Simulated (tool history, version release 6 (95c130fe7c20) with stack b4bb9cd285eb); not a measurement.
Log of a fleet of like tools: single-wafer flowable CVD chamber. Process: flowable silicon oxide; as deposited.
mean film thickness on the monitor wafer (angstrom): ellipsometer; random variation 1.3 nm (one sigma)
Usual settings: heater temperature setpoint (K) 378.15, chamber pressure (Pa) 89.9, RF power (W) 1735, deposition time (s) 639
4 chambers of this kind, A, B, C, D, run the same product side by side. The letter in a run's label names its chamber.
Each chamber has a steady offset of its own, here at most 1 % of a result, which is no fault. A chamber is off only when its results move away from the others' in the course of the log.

run   hour  heater temperature setpoint (K)  chamber pressure (Pa)  RF power (W)  deposition time (s)  read-back reference wafer on the same gauge, thickness_nm  mean film thickness on the monitor wafer (angstrom)
 1A    8.2                           378.15                   89.9          1735                  639                                                     282.08                                               2519.9
 2B   15.2                           378.15                   89.9          1735                  639                                                     281.86                                               2523.6
 3D   24.8                           378.15                   89.9          1735                  639                                                     282.04                                               2509.1
 4C   29.8                           378.15                   89.9          1735                  639                                                     281.79                                               2520.7
 5B   38.8                           378.15                   89.9          1735                  639                                                     281.87                                               2535.7
 6C   43.5                           378.15                   89.9          1735                  639                                                     281.99                                               2515.8
 7D   52.6                           378.15                   89.9          1735                  639                                                     281.89                                               2507.1
 8A   60.6                           378.15                   89.9          1735                  639                                                     282.46                                               2538.8
 9B   65.4                           378.15                   89.9          1735                  639                                                     282.24                                               2554.7
10D   73.0                           378.15                   89.9          1735                  639                                                     282.04                                               2521.2
11C   78.5                           378.15                   89.9          1735                  639                                                     282.24                                               2521.9
12A   83.8                           378.15                   89.9          1735                  639                                                     282.14                                               2516.8
13C   90.9                           383.15                   89.9          1735                  744                                                     282.24                                               2509.7
14A   98.1                           383.15                   89.9          1735                  744                                                     282.24                                               2504.2
15B  107.1                           383.15                   89.9          1735                  744                                                     282.53                                               2482.7
16D  112.9                           383.15                   89.9          1735                  744                                                     282.13                                               2476.9
17D  118.5                           378.15                   89.9          1735                  639                                                     282.35                                               2497.4
18B  124.3                           378.15                   89.9          1735                  639                                                     281.65                                               2511.1
19A  132.0                           378.15                   89.9          1735                  639                                                     282.12                                               2513.8
20C  140.0                           378.15                   89.9          1735                  639                                                     282.51                                               2539.6
     146.0  -- chamber A: RF generator calibrated
21D  149.0                           378.15                   89.9          1735                  639                                                     281.98                                               2501.9
22A  155.9                           378.15                   89.9          1735                  639                                                     282.05                                               2527.3
23B  160.8                           378.15                   89.9          1735                  639                                                     282.28                                               2524.2
24C  167.2                           378.15                   89.9          1735                  639                                                     281.59                                               2519.2
25D  175.5                           378.15                   89.9          1600                  639                                                     282.16                                               2455.5
     176.9  -- chamber C: capacitance manometer re-zeroed and calibrated
26B  181.4                           378.15                   89.9          1600                  639                                                     282.18                                               2467.2
27A  189.9                           378.15                   89.9          1600                  639                                                     282.06                                               2477.2
28C  198.5                           378.15                   89.9          1600                  639                                                     281.85                                               2553.9
29C  207.4                           378.15                   89.9          1735                  639                                                     282.08                                               2615.2
30A  214.6                           378.15                   89.9          1735                  639                                                     282.06                                               2511.8
31B  220.3                           378.15                   89.9          1735                  639                                                     281.93                                               2521.3
32D  227.2                           378.15                   89.9          1735                  639                                                     282.01                                               2491.3
33A  234.2                           378.15                   89.9          1735                  639                                                     282.05                                               2520.9
34C  241.1                           378.15                   89.9          1735                  639                                                     281.69                                               2600.0
     243.2  -- chamber D: capacitance manometer re-zeroed and calibrated
     244.1  -- chamber D: RF generator calibrated
35B  248.0                           378.15                   89.9          1735                  639                                                     282.11                                               2505.0
36D  255.0                           378.15                   89.9          1620                  639                                                     282.22                                               2467.9
37A  262.6                           378.15                   89.9          1620                  639                                                     282.15                                               2476.9
38C  268.2                           378.15                   89.9          1620                  639                                                     282.21                                               2550.6
39D  274.9                           378.15                   89.9          1620                  639                                                     282.19                                               2463.4
40B  282.7                           378.15                   89.9          1735                  639                                                     282.22                                               2540.2
41C  291.5                           378.15                   89.9          1735                  639                                                     281.71                                               2597.9
42B  300.3                           378.15                   89.9          1735                  639                                                     282.25                                               2555.6
43D  309.0                           378.15                   89.9          1735                  639                                                     282.09                                               2526.0

All 4 chambers run these settings next. Forecast each chamber's results:
44A  316.0                           378.15                   89.9          1735                  639                                                                                                               ?
44B  316.0                           378.15                   89.9          1735                  639                                                                                                               ?
44C  316.0                           378.15                   89.9          1735                  639                                                                                                               ?
44D  316.0                           378.15                   89.9          1735                  639                                                                                                               ?

run  mean film thickness on the monitor wafer (angstrom)
44A                                               2495.4
44B                                               2526.3
44C                                               2604.2
44D                                               2513.7

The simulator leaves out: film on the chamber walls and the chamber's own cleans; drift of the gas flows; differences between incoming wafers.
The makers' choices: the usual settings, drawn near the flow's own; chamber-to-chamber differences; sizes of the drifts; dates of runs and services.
